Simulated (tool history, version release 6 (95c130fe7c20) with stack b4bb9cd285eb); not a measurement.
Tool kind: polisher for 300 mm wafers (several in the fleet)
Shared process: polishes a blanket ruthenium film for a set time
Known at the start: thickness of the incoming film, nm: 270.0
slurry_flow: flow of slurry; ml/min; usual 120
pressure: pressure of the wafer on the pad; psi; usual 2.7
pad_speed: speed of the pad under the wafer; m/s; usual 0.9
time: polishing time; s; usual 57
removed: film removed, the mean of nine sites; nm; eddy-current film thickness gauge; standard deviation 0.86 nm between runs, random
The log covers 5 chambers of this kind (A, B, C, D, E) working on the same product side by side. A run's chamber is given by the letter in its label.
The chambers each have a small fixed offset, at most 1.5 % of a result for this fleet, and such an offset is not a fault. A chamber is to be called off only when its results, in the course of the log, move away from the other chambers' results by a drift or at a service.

| run | hour | slurry_flow | pressure | pad_speed | time | wafers polished on this pad | hours since the slurry nozzle was cleaned | hours since the head pressure was calibrated | removed |
|---|---|---|---|---|---|---|---|---|---|
|  | 5.3 | chamber D: slurry nozzle cleaned |
| 1D | 6.5 | 120 | 2.7 | 0.9 | 57 | 203 | 1.3 | 382.6 | 75.362 |
|  | 8.2 | chamber B: worn pad replaced by a new one |
|  | 10.3 | chamber E: slurry nozzle cleaned |
|  | 11.6 | chamber E: worn pad replaced by a new one |
| 2E | 12.6 | 120 | 2.7 | 0.9 | 57 | 13 | 2.4 | 536 | 77.376 |
| 3C | 16.4 | 120 | 2.7 | 0.9 | 57 | 284 | 209.3 | 1292.9 | 74.509 |
| 4A | 20.5 | 120 | 2.7 | 0.9 | 57 | 390 | 424.6 | 970.9 | 76.413 |
| 5B | 25.4 | 120 | 2.7 | 0.9 | 57 | 238 | 129.4 | 271.1 | 76.29 |
| 6E | 29.6 | 120 | 2.7 | 0.9 | 57 | 248 | 19.4 | 553 | 75.244 |
| 7B | 36.2 | 120 | 2.7 | 0.9 | 57 | 386 | 140.2 | 281.9 | 77.332 |
|  | 37.7 | chamber C: worn pad replaced by a new one |
| 8A | 43.2 | 120 | 2.7 | 0.9 | 57 | 703 | 447.3 | 993.6 | 76.016 |
| 9D | 47.7 | 120 | 2.7 | 0.9 | 57 | 771 | 42.5 | 423.8 | 75.398 |
| 10C | 54.2 | 120 | 2.7 | 0.9 | 57 | 227 | 247.1 | 1330.7 | 73.743 |
|  | 57.3 | chamber E: worn pad replaced by a new one |
| 11B | 58.2 | 120 | 2.7 | 0.9 | 57 | 690 | 162.2 | 303.9 | 76.756 |
| 12D | 64.3 | 120 | 2.7 | 0.9 | 57 | 999 | 59.1 | 440.4 | 75.824 |
|  | 65.8 | chamber D: head pressure recalibrated |
| 13C | 68.1 | 120 | 2.7 | 0.9 | 57 | 419 | 261 | 1344.6 | 74.069 |
| 14E | 73 | 120 | 2.7 | 0.9 | 57 | 216 | 62.8 | 596.4 | 77.273 |
|  | 73.4 | chamber B: worn pad replaced by a new one |
|  | 75 | chamber C: head pressure recalibrated |
| 15A | 76.9 | 120 | 2.7 | 0.9 | 57 | 1167 | 481 | 1027.3 | 74.821 |
| 16E | 80.1 | 120 | 2.7 | 0.9 | 57 | 314 | 69.9 | 603.5 | 76.485 |
|  | 85.1 | chamber C: worn pad replaced by a new one |
| 17C | 86.8 | 120 | 2.7 | 0.9 | 57 | 24 | 279.7 | 11.9 | 74.918 |
| 18A | 93.8 | 120 | 2.7 | 0.9 | 57 | 1400 | 497.9 | 1044.2 | 74.578 |
|  | 94.9 | chamber D: worn pad replaced by a new one |
|  | 96.9 | chamber A: worn pad replaced by a new one |
|  | 98.6 | chamber E: worn pad replaced by a new one |
| 19D | 99.7 | 120 | 2.7 | 0.9 | 47 | 67 | 94.5 | 34 | 62.622 |
| 20B | 104.7 | 120 | 2.7 | 0.9 | 47 | 431 | 208.7 | 350.4 | 62.754 |
| 21B | 109.2 | 120 | 2.7 | 0.9 | 47 | 493 | 213.2 | 354.9 | 62.411 |
| 22C | 115.3 | 120 | 2.7 | 0.9 | 47 | 417 | 308.2 | 40.4 | 61.555 |
| 23E | 120.5 | 120 | 2.7 | 0.9 | 47 | 302 | 110.3 | 643.9 | 63.727 |
| 24D | 125.9 | 120 | 2.7 | 0.9 | 57 | 428 | 120.7 | 60.2 | 76.167 |
| 25A | 131 | 120 | 2.7 | 0.9 | 57 | 470 | 535.1 | 1081.4 | 73.408 |
|  | 131.2 | chamber C: worn pad replaced by a new one |
|  | 131.6 | chamber B: worn pad replaced by a new one |
| 26B | 135.4 | 120 | 2.7 | 0.9 | 57 | 52 | 239.4 | 381.1 | 77.44 |
|  | 141.4 | chamber E: worn pad replaced by a new one |
| 27C | 142 | 120 | 2.7 | 0.9 | 57 | 149 | 334.9 | 67.1 | 72.881 |
| 28D | 146.6 | 120 | 2.7 | 0.9 | 57 | 713 | 141.4 | 80.9 | 75.992 |
| 29A | 153.6 | 90 | 2.7 | 0.9 | 57 | 781 | 557.7 | 1104 | 64.339 |
| 30E | 160.6 | 90 | 2.7 | 0.9 | 57 | 265 | 150.4 | 684 | 71.304 |
| 31B | 164.2 | 90 | 2.7 | 0.9 | 57 | 449 | 268.2 | 409.9 | 69.299 |
| 32C | 171.1 | 90 | 2.7 | 0.9 | 57 | 550 | 364 | 96.2 | 68.862 |
| 33A | 175.6 | 90 | 2.7 | 0.9 | 57 | 1085 | 579.7 | 1126 | 61.639 |
| 34E | 182.6 | 120 | 2.7 | 0.9 | 57 | 568 | 172.4 | 706 | 77.068 |
| 35D | 186.6 | 120 | 2.7 | 0.9 | 57 | 1265 | 181.4 | 120.9 | 75.548 |

Each of the 5 chambers runs these same settings next. Fill in every chamber's results:
| 36A | 191.7 | 120 | 2.7 | 0.9 | 57 |  |  |  | ? |
| 36B | 191.7 | 120 | 2.7 | 0.9 | 57 |  |  |  | ? |
| 36C | 191.7 | 120 | 2.7 | 0.9 | 57 |  |  |  | ? |
| 36D | 191.7 | 120 | 2.7 | 0.9 | 57 |  |  |  | ? |
| 36E | 191.7 | 120 | 2.7 | 0.9 | 57 |  |  |  | ? |

| run | removed |
|---|---|
| 36A | 69.139 |
| 36B | 77.3 |
| 36C | 72.935 |
| 36D | 75.9 |
| 36E | 73.725 |

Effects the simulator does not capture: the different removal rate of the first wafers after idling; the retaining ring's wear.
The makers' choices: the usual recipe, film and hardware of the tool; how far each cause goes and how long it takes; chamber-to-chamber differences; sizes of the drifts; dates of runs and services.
